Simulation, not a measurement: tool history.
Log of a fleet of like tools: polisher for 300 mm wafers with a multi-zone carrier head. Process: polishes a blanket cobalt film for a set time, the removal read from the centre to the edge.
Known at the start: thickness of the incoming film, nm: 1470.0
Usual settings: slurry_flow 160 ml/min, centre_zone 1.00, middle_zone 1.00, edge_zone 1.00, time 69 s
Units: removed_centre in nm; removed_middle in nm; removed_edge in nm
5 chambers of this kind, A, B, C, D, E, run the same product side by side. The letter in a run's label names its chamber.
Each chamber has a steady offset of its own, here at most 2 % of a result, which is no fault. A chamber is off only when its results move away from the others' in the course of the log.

At hour 2.2: chamber E: slurry nozzle cleaned.
Run 1A, hour 4.6: usual settings. Result: removed_centre 183.04 nm, removed_middle 183.37 nm, removed_edge 182.91 nm.
At hour 10.1: chamber A: worn pad replaced by a new one.
Run 2B, hour 11.0: usual settings. Result: removed_centre 179.41 nm, removed_middle 178.74 nm, removed_edge 178.14 nm.
At hour 18.9: chamber B: worn pad replaced by a new one.
Run 3C, hour 19.1: usual settings. Result: removed_centre 179.81 nm, removed_middle 179.19 nm, removed_edge 183.36 nm.
Run 4E, hour 25.4: usual settings. Result: removed_centre 177.63 nm, removed_middle 179.29 nm, removed_edge 182.66 nm.
Run 5D, hour 29.5: usual settings. Result: removed_centre 180.36 nm, removed_middle 177.15 nm, removed_edge 179.06 nm.
Run 6C, hour 34.8: usual settings. Result: removed_centre 183.62 nm, removed_middle 181.36 nm, removed_edge 178.27 nm.
At hour 40.3: chamber D: worn pad replaced by a new one.
Run 7E, hour 41.8: usual settings. Result: removed_centre 177.77 nm, removed_middle 181.42 nm, removed_edge 182.93 nm.
At hour 43.9: chamber A: slurry nozzle cleaned.
Run 8A, hour 46.2: usual settings. Result: removed_centre 180.13 nm, removed_middle 179.47 nm, removed_edge 175.69 nm.
Run 9D, hour 51.2: usual settings. Result: removed_centre 180.52 nm, removed_middle 181.92 nm, removed_edge 177.41 nm.
Run 10B, hour 55.1: usual settings but centre_zone 0.94. Result: removed_centre 167.25 nm, removed_middle 180.16 nm, removed_edge 172.31 nm.
Run 11D, hour 60.8: usual settings but centre_zone 0.94. Result: removed_centre 170.37 nm, removed_middle 179.94 nm, removed_edge 183.35 nm.
At hour 65.0: chamber B: worn pad replaced by a new one.
Run 12C, hour 67.3: usual settings but centre_zone 0.94. Result: removed_centre 169.00 nm, removed_middle 181.62 nm, removed_edge 177.92 nm.
At hour 69.7: chamber A: worn pad replaced by a new one.
At hour 71.1: chamber E: worn pad replaced by a new one.
Run 13E, hour 71.7: usual settings but centre_zone 0.94. Result: removed_centre 168.20 nm, removed_middle 178.07 nm, removed_edge 185.07 nm.
Run 14A, hour 75.9: usual settings but centre_zone 0.94. Result: removed_centre 168.49 nm, removed_middle 179.91 nm, removed_edge 178.11 nm.
Run 15B, hour 81.6: usual settings. Result: removed_centre 180.48 nm, removed_middle 181.64 nm, removed_edge 179.67 nm.
Run 16C, hour 86.6: usual settings. Result: removed_centre 180.43 nm, removed_middle 179.28 nm, removed_edge 183.70 nm.
At hour 89.1: chamber C: worn pad replaced by a new one.
Run 17D, hour 91.4: usual settings. Result: removed_centre 182.31 nm, removed_middle 183.08 nm, removed_edge 178.84 nm.
Run 18E, hour 95.4: usual settings. Result: removed_centre 179.95 nm, removed_middle 181.47 nm, removed_edge 179.45 nm.
At hour 98.0: chamber E: centre zone pressure recalibrated.
Run 19A, hour 99.5: usual settings but slurry_flow 125 ml/min, edge_zone 1.08. Result: removed_centre 170.49 nm, removed_middle 173.72 nm, removed_edge 183.26 nm.
Run 20B, hour 105.1: usual settings but slurry_flow 125 ml/min, edge_zone 1.08. Result: removed_centre 168.41 nm, removed_middle 172.03 nm, removed_edge 178.30 nm.
Run 21B, hour 110.3: usual settings but slurry_flow 125 ml/min, edge_zone 1.08. Result: removed_centre 171.76 nm, removed_middle 169.59 nm, removed_edge 181.05 nm.
At hour 113.4: chamber D: worn pad replaced by a new one.
Run 22D, hour 118.2: usual settings but slurry_flow 125 ml/min, edge_zone 1.08. Result: removed_centre 169.14 nm, removed_middle 176.34 nm, removed_edge 178.88 nm.
At hour 123.4: chamber B: worn pad replaced by a new one.
Run 23C, hour 125.8: usual settings but slurry_flow 125 ml/min, edge_zone 1.08. Result: removed_centre 170.17 nm, removed_middle 172.97 nm, removed_edge 182.45 nm.
At hour 127.0: chamber A: worn pad replaced by a new one.
At hour 129.6: chamber B: slurry nozzle cleaned.
Run 24E, hour 134.2: usual settings. Result: removed_centre 193.04 nm, removed_middle 179.68 nm, removed_edge 178.45 nm.
Run 25A, hour 139.5: usual settings but slurry_flow 130 ml/min. Result: removed_centre 171.93 nm, removed_middle 172.95 nm, removed_edge 176.33 nm.
Run 26A, hour 147.1: usual settings but slurry_flow 130 ml/min. Result: removed_centre 174.32 nm, removed_middle 171.04 nm, removed_edge 169.85 nm.
Run 27B, hour 151.6: usual settings but slurry_flow 130 ml/min. Result: removed_centre 173.86 nm, removed_middle 172.45 nm, removed_edge 170.39 nm.
Run 28D, hour 156.1: usual settings but slurry_flow 130 ml/min. Result: removed_centre 173.11 nm, removed_middle 174.78 nm, removed_edge 177.77 nm.
Run 29C, hour 162.1: usual settings but slurry_flow 130 ml/min. Result: removed_centre 174.20 nm, removed_middle 172.76 nm, removed_edge 171.34 nm.
Run 30E, hour 166.3: usual settings. Result: removed_centre 200.13 nm, removed_middle 182.67 nm, removed_edge 179.83 nm.
At hour 170.1: chamber B: centre zone pressure recalibrated.
Run 31B, hour 170.2: usual settings but slurry_flow 205 ml/min, middle_zone 0.94. Result: removed_centre 188.57 nm, removed_middle 174.08 nm, removed_edge 179.76 nm.

Is one chamber off against the others, does the gauge drift, or is nothing wrong? If a chamber is off, say which, and what the likeliest cause is.

A service left chamber E off against the others.
Cause: centre zone's pressure above its setpoint, % = 9.94.

Here are 4 candidates for chamber E's next run, each the usual settings with a change, their results left as question marks. Which one brings its results back in line with what the others give on the usual settings?
In line means no further than this from the other chambers' mean on the usual settings: removed_centre 6.40 nm; removed_middle 8.40 nm; removed_edge 9.20 nm
Run 32E-1, hour 176.5: usual settings but centre_zone 1.02, middle_zone 0.99. Result: removed_centre ?, removed_middle ?, removed_edge ?.
Run 32E-2, hour 176.5: usual settings but slurry_flow 155 ml/min, centre_zone 0.94, middle_zone 1.02, edge_zone 1.02, time 68 s. Result: removed_centre ?, removed_middle ?, removed_edge ?.
Run 32E-3, hour 176.5: usual settings but slurry_flow 165 ml/min, centre_zone 1.06, middle_zone 0.98, edge_zone 0.98, time 70 s. Result: removed_centre ?, removed_middle ?, removed_edge ?.
Run 32E-4, hour 176.5: usual settings but centre_zone 0.98, middle_zone 1.01. Result: removed_centre ?, removed_middle ?, removed_edge ?.

The other chambers' mean on the usual settings: removed_centre 180.42 nm; removed_middle 179.69 nm; removed_edge 179.94 nm
  run  removed_centre  removed_middle  removed_edge
32E-1          201.23          176.72        182.95
32E-2          180.30          177.97        181.36
32E-3          214.11          178.57        184.40
32E-4          192.69          179.99        182.90
32E-2 brings the chamber back in line.
